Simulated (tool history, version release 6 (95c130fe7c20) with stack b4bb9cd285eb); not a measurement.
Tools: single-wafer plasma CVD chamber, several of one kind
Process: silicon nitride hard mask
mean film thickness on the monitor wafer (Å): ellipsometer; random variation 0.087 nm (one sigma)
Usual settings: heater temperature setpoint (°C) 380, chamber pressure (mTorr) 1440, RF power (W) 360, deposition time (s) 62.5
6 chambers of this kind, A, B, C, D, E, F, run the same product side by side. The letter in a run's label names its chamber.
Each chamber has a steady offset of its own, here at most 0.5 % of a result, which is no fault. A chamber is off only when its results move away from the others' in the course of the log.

run,hour,heater temperature setpoint (°C),chamber pressure (mTorr),RF power (W),deposition time (s),"read-back reference wafer on the same gauge, thickness_nm",mean film thickness on the monitor wafer (Å)
1C,3.8,380,1440,360,62.5,76.591,788.65
2F,7.2,380,1440,360,62.5,76.572,792.06
3E,10.5,380,1440,360,62.5,76.593,793.09
# hour 12.1: chamber D: capacitance manometer re-zeroed and calibrated
4A,13.4,380,1440,360,62.5,76.56,791.07
5B,19.2,380,1440,360,62.5,76.556,789.73
# hour 21: chamber F: capacitance manometer re-zeroed and calibrated
6D,24.1,380,1440,360,62.5,76.558,788.21
7A,30.5,380,1440,360,62.5,76.545,792.09
8E,33.9,373,1440,360,62.5,76.549,793.45
9F,38.3,373,1440,360,62.5,76.535,790.84
10C,43.7,373,1440,360,62.5,76.511,791.27
11D,49.9,373,1440,360,62.5,76.492,792.2
12B,54.4,373,1440,360,62.5,76.501,791.78
13F,58.8,373,1440,360,62.5,76.462,792.91
14E,63.8,380,1440,360,62.5,76.479,790.44
15C,70.3,380,1440,360,62.5,76.465,787.89
16D,74.8,380,1440,360,62.5,76.443,788.35
17B,80.9,380,1440,360,62.5,76.462,787.72
18A,85.3,380,1440,360,62.5,76.432,790.37
19D,88.2,380,1440,360,62.5,76.419,788.61
20F,93.5,380,1440,360,62.5,76.428,788.78
21C,96.9,380,1440,360,62.5,76.422,787.75
22B,102.1,380,1440,360,62.5,76.415,788.37
23E,107.6,380,1440,360,62.5,76.42,790.04
24A,113.5,380,1440,360,62.5,76.383,790.75
25B,119.2,380,1440,360,62.5,76.37,788.46
26F,122.7,380,1440,360,62.5,76.363,786.99
27D,126.5,380,1440,360,62.5,76.353,785.97
28C,132.1,380,1440,360,62.5,76.33,787.93
29A,135.6,380,1440,360,62.5,76.354,790.11
30E,139.7,380,1440,360,62.5,76.36,790.14
31D,143.5,380,1440,360,62.5,76.339,787.05
32A,147.4,380,1440,360,62.5,76.346,789.24
33C,150.8,380,1440,360,62.5,76.352,787.51
34B,154.2,380,1440,360,62.5,76.325,787.06
35F,160.6,380,1440,360,62.5,76.306,787.7
36E,163.7,380,1440,310,62.5,76.298,717.96
37C,167.3,380,1440,310,62.5,76.292,715.97
38A,172.3,380,1440,310,62.5,76.291,718.88
39F,177.3,380,1440,310,62.5,76.284,715.42
40E,180.5,380,1440,310,62.5,76.268,718.4
41B,184.5,380,1440,310,62.5,76.276,716.35

What goes on in this fleet: one chamber off, a drifting gauge, or nothing beyond the chambers' own small offsets? Name the chamber and the cause, if any.

The gauge drifts, so all chambers seem to drift together. No chamber is off.
Cause: gauge reads low (%) = 0.451.
